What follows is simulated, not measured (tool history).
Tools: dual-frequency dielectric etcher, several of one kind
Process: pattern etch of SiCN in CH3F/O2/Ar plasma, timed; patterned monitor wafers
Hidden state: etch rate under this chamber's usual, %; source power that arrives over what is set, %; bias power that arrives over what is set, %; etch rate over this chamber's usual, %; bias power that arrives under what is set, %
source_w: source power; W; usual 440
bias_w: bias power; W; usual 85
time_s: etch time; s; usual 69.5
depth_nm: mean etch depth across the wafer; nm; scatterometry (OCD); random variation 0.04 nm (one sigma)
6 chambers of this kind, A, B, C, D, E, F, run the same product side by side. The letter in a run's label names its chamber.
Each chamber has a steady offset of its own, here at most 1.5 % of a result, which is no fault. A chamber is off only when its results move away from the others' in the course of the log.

run,hour,source_w,bias_w,time_s,hours since the last wet clean,hours since the last source power generator calibration,hours since the last bias power generator calibration,"read-back reference wafer on the same gauge, depth_nm",depth_nm
1E,6.2,440,85,69.5,354.9,484.9,3374.9,24.895,28.775
2A,9.7,440,85,69.5,434.0,1506.0,1583.5,24.912,28.796
3F,15.2,440,85,69.5,436.6,169.9,595.1,24.898,28.328
4D,18.5,440,85,69.5,510.6,4171.7,969.1,24.907,28.641
# hour 20.8: chamber E: bias power generator calibrated
5C,25.4,440,85,69.5,402.9,211.3,2726.9,24.914,28.449
6B,28.5,440,85,69.5,253.6,461.2,3482.6,24.930,28.949
7C,32.6,440,85,69.5,410.1,218.5,2734.1,24.923,28.419
8E,39.2,440,85,69.5,387.9,517.9,18.5,24.930,28.758
9D,45.4,440,85,69.5,537.5,4198.6,996.0,24.930,28.609
# hour 46.6: chamber D: wet clean of the chamber
10B,49.4,440,85,69.5,274.5,482.1,3503.5,24.932,28.926
11A,55.9,440,85,69.5,480.2,1552.2,1629.7,24.932,28.818
12F,59.4,440,98,69.5,480.8,214.1,639.3,24.936,29.950
13B,66.2,440,98,69.5,291.3,498.9,3520.3,24.944,30.604
14C,70.2,440,98,69.5,447.7,256.1,2771.7,24.941,30.038
15E,73.5,440,98,69.5,422.2,552.2,52.8,24.946,30.388
16D,80.3,440,98,69.5,33.8,4233.5,1030.9,24.953,30.248
# hour 82.2: chamber A: wet clean of the chamber
17F,85.4,440,98,69.5,506.8,240.1,665.3,24.955,29.882
18A,89.7,440,85,69.5,7.5,1586.0,1663.5,24.965,28.873
19D,96.2,440,85,69.5,49.7,4249.4,1046.8,24.959,28.722
20B,100.6,440,85,69.5,325.7,533.3,3554.7,24.965,28.991
21C,106.6,440,85,69.5,484.1,292.5,2808.1,24.973,28.507
22F,113.5,440,85,69.5,534.9,268.2,693.4,24.965,28.394
23E,118.3,440,85,69.5,467.0,597.0,97.6,24.978,28.847
# hour 119.8: chamber F: wet clean of the chamber
24A,121.5,440,85,69.5,39.3,1617.8,1695.3,24.979,28.966
25D,126.5,440,85,69.5,80.0,4279.7,1077.1,24.991,28.702
# hour 128.6: chamber C: wet clean of the chamber
26F,132.9,440,85,69.5,13.1,287.6,712.8,24.988,28.341
27A,139.2,440,85,69.5,57.0,1635.5,1713.0,24.991,28.913
28B,144.4,440,85,69.5,369.5,577.1,3598.5,24.995,29.024
29C,149.6,440,85,69.5,21.1,335.5,2851.1,25.002,28.560
30E,154.3,440,85,69.5,503.0,633.0,133.6,24.994,28.917
31B,158.2,440,85,69.5,383.3,590.9,3612.3,24.994,29.025
32C,165.0,440,85,69.5,36.5,350.9,2866.5,25.009,28.521
33F,170.6,440,85,69.5,50.8,325.3,750.5,25.017,28.448
34E,175.1,440,85,69.5,523.8,653.8,154.4,25.010,28.996
35D,181.5,440,85,69.5,135.0,4334.7,1132.1,25.020,28.755
36A,186.9,440,85,69.5,104.7,1683.2,1760.7,25.017,28.952
37E,191.7,440,85,69.5,540.4,670.4,171.0,25.027,28.921
38A,197.2,440,78,69.5,115.0,1693.5,1771.0,25.032,28.055
39C,200.5,440,78,69.5,72.0,386.4,2902.0,25.033,27.652
40D,204.8,440,78,69.5,158.3,4358.0,1155.4,25.037,27.928
41F,211.6,440,78,69.5,91.8,366.3,791.5,25.041,27.627

Is one chamber off against the others, does the gauge drift, or is nothing wrong? If a chamber is off, say which, and what the likeliest cause is.

The gauge drifts, so all chambers seem to drift together. No chamber is off.
Cause: gauge reads high (%) = 0.574.

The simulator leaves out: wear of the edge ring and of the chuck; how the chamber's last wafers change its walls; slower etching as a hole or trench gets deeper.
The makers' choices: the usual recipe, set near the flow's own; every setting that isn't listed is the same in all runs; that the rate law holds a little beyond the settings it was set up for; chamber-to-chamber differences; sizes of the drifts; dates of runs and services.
